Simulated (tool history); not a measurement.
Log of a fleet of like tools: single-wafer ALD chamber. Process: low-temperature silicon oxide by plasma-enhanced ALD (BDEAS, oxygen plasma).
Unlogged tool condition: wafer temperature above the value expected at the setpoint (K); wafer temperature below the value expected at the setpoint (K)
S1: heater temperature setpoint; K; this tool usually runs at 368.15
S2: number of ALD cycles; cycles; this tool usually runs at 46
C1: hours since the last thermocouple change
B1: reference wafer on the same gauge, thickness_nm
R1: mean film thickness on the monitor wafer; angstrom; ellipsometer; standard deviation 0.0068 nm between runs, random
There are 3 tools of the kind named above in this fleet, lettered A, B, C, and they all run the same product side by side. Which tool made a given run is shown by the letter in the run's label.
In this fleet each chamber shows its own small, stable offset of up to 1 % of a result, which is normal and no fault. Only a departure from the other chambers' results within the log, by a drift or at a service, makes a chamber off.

run,hour,S1,S2,C1,B1,R1
1A,10.0,368.15,46,641.0,7.4912,66.861
2B,20.4,368.15,46,1568.7,7.4918,66.444
3C,26.6,368.15,46,120.3,7.4932,67.195
4A,36.1,368.15,46,667.1,7.4956,66.910
5C,45.6,368.15,46,139.3,7.4993,67.319
6B,50.5,368.15,46,1598.8,7.4990,66.449
7C,57.6,368.15,46,151.3,7.4964,67.209
8B,68.1,368.15,46,1616.4,7.4993,66.576
9A,75.2,368.15,46,706.2,7.5017,66.873
10C,80.9,379.15,41,174.6,7.5012,58.214
11B,90.8,379.15,41,1639.1,7.5037,57.635
12A,99.8,379.15,41,730.8,7.5014,58.079
13C,106.5,368.15,46,200.2,7.5049,67.357
14B,115.8,368.15,46,1664.1,7.5077,66.487
15A,121.1,368.15,42,752.1,7.5080,61.116
16A,127.1,368.15,42,758.1,7.5076,61.243
17B,132.5,368.15,42,1680.8,7.5080,60.937
18C,141.9,368.15,46,235.6,7.5086,67.289
19C,151.7,368.15,46,245.4,7.5114,67.239
20A,156.3,368.15,46,787.3,7.5105,66.986
21B,164.0,368.15,46,1712.3,7.5153,66.533
22B,173.7,368.15,46,1722.0,7.5138,66.679
23C,181.5,368.15,46,275.2,7.5146,67.450
24A,191.6,361.15,41,822.6,7.5194,61.403
25C,197.9,361.15,41,291.6,7.5174,61.562
26A,205.5,361.15,41,836.5,7.5181,61.336
27B,210.8,368.15,46,1759.1,7.5208,66.596
28B,215.8,368.15,46,1764.1,7.5199,66.655

Decide between three cases: one chamber stands off from its peers, the gauge reading all wafers drifts, or nothing is wrong past each chamber's small offset. Where a chamber is off, say which and what most likely put it there.

Every chamber seems to shift together because the gauge that measures them all drifts; the chambers themselves are fine.
What lies behind it: gauge reads high (%) = 0.422.
